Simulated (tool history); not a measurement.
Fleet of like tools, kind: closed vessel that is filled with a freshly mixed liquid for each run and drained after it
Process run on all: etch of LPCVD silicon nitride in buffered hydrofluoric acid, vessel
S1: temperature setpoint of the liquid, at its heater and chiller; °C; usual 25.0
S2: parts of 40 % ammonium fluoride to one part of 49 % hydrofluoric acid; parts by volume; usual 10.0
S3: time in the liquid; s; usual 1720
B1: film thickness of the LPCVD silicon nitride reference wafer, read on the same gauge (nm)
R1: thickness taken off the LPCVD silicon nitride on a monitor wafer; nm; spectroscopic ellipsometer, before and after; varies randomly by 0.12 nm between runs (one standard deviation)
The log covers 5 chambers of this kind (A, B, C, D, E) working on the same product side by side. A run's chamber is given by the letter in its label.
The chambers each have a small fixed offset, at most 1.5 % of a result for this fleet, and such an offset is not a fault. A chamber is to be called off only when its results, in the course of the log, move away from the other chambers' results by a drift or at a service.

| run | hour | S1 | S2 | S3 | B1 | R1 |
|---|---|---|---|---|---|---|
| 1B | 7.9 | 25.0 | 10.0 | 1720 | 130.01 | 27.282 |
| 2E | 17.6 | 25.0 | 10.0 | 1720 | 129.98 | 27.145 |
| 3D | 24.6 | 25.0 | 10.0 | 1720 | 130.00 | 27.064 |
|  | 30.3 | chamber E: thermometer replaced |
| 4A | 31.8 | 25.0 | 10.0 | 1720 | 130.01 | 26.855 |
| 5C | 38.4 | 25.0 | 10.0 | 1720 | 129.99 | 26.861 |
| 6E | 43.2 | 25.0 | 10.0 | 1720 | 130.01 | 27.199 |
| 7B | 49.2 | 25.0 | 10.0 | 1720 | 130.00 | 27.135 |
| 8C | 57.8 | 25.0 | 10.0 | 1720 | 130.00 | 26.892 |
| 9A | 64.5 | 25.0 | 10.0 | 1720 | 130.00 | 27.020 |
| 10D | 74.6 | 25.0 | 8.5 | 1305 | 130.03 | 23.439 |
| 11B | 81.0 | 25.0 | 8.5 | 1305 | 129.99 | 23.511 |
| 12E | 86.6 | 25.0 | 8.5 | 1305 | 129.99 | 23.653 |
| 13A | 92.3 | 25.0 | 8.5 | 1305 | 130.00 | 23.235 |
| 14D | 101.3 | 25.0 | 8.5 | 1305 | 130.00 | 23.433 |
| 15C | 110.4 | 26.5 | 10.0 | 1720 | 130.02 | 29.117 |
| 16B | 119.0 | 26.5 | 10.0 | 1720 | 129.98 | 29.345 |
| 17C | 126.1 | 26.5 | 10.0 | 1720 | 129.97 | 29.121 |
| 18E | 136.7 | 26.5 | 10.0 | 1720 | 130.00 | 29.407 |
| 19D | 144.5 | 26.5 | 10.0 | 1720 | 130.01 | 29.241 |
| 20A | 152.6 | 25.0 | 10.0 | 1720 | 129.99 | 26.748 |
|  | 160.1 | chamber C: thermometer replaced |
| 21C | 163.2 | 25.0 | 10.0 | 1720 | 130.00 | 26.889 |
| 22E | 173.1 | 25.0 | 10.0 | 1720 | 130.02 | 27.239 |
| 23A | 182.3 | 25.0 | 8.0 | 770 | 130.01 | 14.646 |
| 24B | 187.3 | 25.0 | 8.0 | 770 | 130.01 | 14.838 |
| 25D | 197.1 | 25.0 | 8.0 | 770 | 129.99 | 14.697 |
|  | 206.4 | chamber C: hydrofluoric acid flow meter replaced |
| 26A | 207.2 | 25.0 | 8.0 | 770 | 130.01 | 14.512 |
| 27B | 214.1 | 25.0 | 8.0 | 770 | 130.01 | 14.867 |
| 28D | 224.3 | 25.0 | 7.5 | 855 | 129.99 | 17.509 |
| 29E | 229.7 | 25.0 | 7.5 | 855 | 129.99 | 17.679 |
| 30C | 237.5 | 25.0 | 7.5 | 855 | 129.98 | 17.470 |
| 31B | 243.6 | 25.0 | 7.5 | 855 | 130.00 | 17.704 |
| 32A | 250.2 | 25.0 | 7.5 | 855 | 129.99 | 17.302 |
| 33D | 255.0 | 23.5 | 10.0 | 715 | 130.00 | 10.354 |
| 34C | 264.7 | 23.5 | 10.0 | 715 | 129.98 | 10.324 |
| 35E | 274.6 | 23.5 | 10.0 | 715 | 130.00 | 10.451 |
| 36A | 284.1 | 23.5 | 10.0 | 715 | 129.99 | 10.194 |
| 37D | 291.8 | 23.5 | 10.0 | 715 | 130.00 | 10.371 |
| 38E | 299.5 | 25.0 | 10.0 | 1720 | 130.00 | 27.259 |
| 39C | 305.6 | 25.0 | 10.0 | 1720 | 130.00 | 27.068 |
|  | 309.3 | chamber B: hydrofluoric acid flow meter replaced |
| 40B | 314.1 | 25.0 | 10.0 | 1720 | 130.00 | 27.027 |
| 41A | 324.1 | 25.0 | 10.0 | 1720 | 130.00 | 26.861 |
| 42B | 329.5 | 25.0 | 10.0 | 1720 | 129.98 | 27.303 |

All 5 chambers run these settings next. Forecast each chamber's results:
| 43A | 337.2 | 25.0 | 10.0 | 1175 |  | ? |
| 43B | 337.2 | 25.0 | 10.0 | 1175 |  | ? |
| 43C | 337.2 | 25.0 | 10.0 | 1175 |  | ? |
| 43D | 337.2 | 25.0 | 10.0 | 1175 |  | ? |
| 43E | 337.2 | 25.0 | 10.0 | 1175 |  | ? |

| run | R1 |
|---|---|
| 43A | 18.208 |
| 43B | 18.423 |
| 43C | 18.526 |
| 43D | 18.335 |
| 43E | 18.563 |
